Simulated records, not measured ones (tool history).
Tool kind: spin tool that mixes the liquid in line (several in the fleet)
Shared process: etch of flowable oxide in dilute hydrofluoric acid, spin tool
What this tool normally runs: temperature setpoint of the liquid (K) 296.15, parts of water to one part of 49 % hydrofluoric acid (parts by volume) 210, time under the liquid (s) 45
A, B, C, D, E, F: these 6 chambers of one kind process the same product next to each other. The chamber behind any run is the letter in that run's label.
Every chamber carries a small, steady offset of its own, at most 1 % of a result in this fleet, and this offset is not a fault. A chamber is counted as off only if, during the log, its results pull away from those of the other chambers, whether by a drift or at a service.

run,hour,temperature setpoint of the liquid (K),parts of water to one part of 49 % hydrofluoric acid (parts by volume),time under the liquid (s),hours since the thermometer was replaced,hours since the hydrofluoric acid flow meter was replaced,"read-back film thickness of the flowable oxide reference wafer, read on the same gauge (nm)",thickness taken off the flowable oxide on a monitor wafer (angstrom)
# hour 3: chamber B: thermometer replaced
1B,5.5,296.15,210,45,2.5,514.3,29.999,102.68
2F,12.8,296.15,210,45,603.8,1228.8,30.002,102.1
3E,19.6,296.15,210,45,395.9,459,30.009,102.49
4D,26.4,296.15,210,45,375.3,180.1,30.02,103.1
5A,33.1,296.15,210,45,508.4,1070.5,30.001,104.47
6C,40.8,296.15,210,45,1305.4,1328.4,29.99,105.61
7A,47.9,296.15,210,45,523.2,1085.3,29.998,105.09
8C,51.5,298.15,115,45,1316.1,1339.1,29.993,228.52
9F,55.4,298.15,115,45,646.4,1271.4,29.981,227.69
10B,60.6,298.15,115,45,57.6,569.4,30.006,231.48
11D,65.2,298.15,115,45,414.1,218.9,29.999,230.35
12E,70.4,298.15,115,45,446.7,509.8,29.99,225.36
13A,76.3,298.15,115,45,551.6,1113.7,30.01,224.96
14C,83.4,296.15,210,45,1348,1371,29.989,104.05
15E,88.2,296.15,210,45,464.5,527.6,30.004,103.16
16B,94,296.15,210,45,91,602.8,30.031,103.4
17D,101.8,296.15,210,45,450.7,255.5,29.989,103.37
18F,106.4,296.15,210,45,697.4,1322.4,29.978,103.54
19A,113.2,296.15,210,45,588.5,1150.6,29.983,103.92
20E,119,296.15,210,45,495.3,558.4,30.02,103.44
21B,124.7,296.15,210,45,121.7,633.5,30.033,103.98
22F,128.9,296.15,210,45,719.9,1344.9,29.983,103.14
23C,134.5,296.15,255,45,1399.1,1422.1,30,81.799
24D,139.1,296.15,255,45,488,292.8,30.006,82.176
25B,142.6,296.15,255,45,139.6,651.4,30.009,81.756
26E,149.5,296.15,255,45,525.8,588.9,29.987,80.995
27D,155.8,296.15,255,45,504.7,309.5,30.03,80.481
28F,160.1,296.15,255,45,751.1,1376.1,29.974,84.023
29A,167.6,298.65,210,45,642.9,1205,29.987,112.15
30C,174.2,298.65,210,45,1438.8,1461.8,29.999,116.77
31E,179.9,298.65,210,45,556.2,619.3,29.986,114.66
32D,185.8,298.65,210,45,534.7,339.5,29.991,111.24
33C,193.2,298.65,210,45,1457.8,1480.8,29.98,113.23
34B,197.9,298.65,210,45,194.9,706.7,29.988,114.97
35F,204.3,293.15,210,45,795.3,1420.3,29.998,93.319
36A,211.8,293.15,210,45,687.1,1249.2,29.993,94.284
37E,217.5,293.15,210,45,593.8,656.9,30.021,92.171

All 6 chambers run these settings next. Forecast each chamber's results:
38A,223.2,296.15,210,30,,,,?
38B,223.2,296.15,210,30,,,,?
38C,223.2,296.15,210,30,,,,?
38D,223.2,296.15,210,30,,,,?
38E,223.2,296.15,210,30,,,,?
38F,223.2,296.15,210,30,,,,?

run,thickness taken off the flowable oxide on a monitor wafer (angstrom)
38A,69.581
38B,68.282
38C,69.411
38D,69.149
38E,69.967
38F,70.828

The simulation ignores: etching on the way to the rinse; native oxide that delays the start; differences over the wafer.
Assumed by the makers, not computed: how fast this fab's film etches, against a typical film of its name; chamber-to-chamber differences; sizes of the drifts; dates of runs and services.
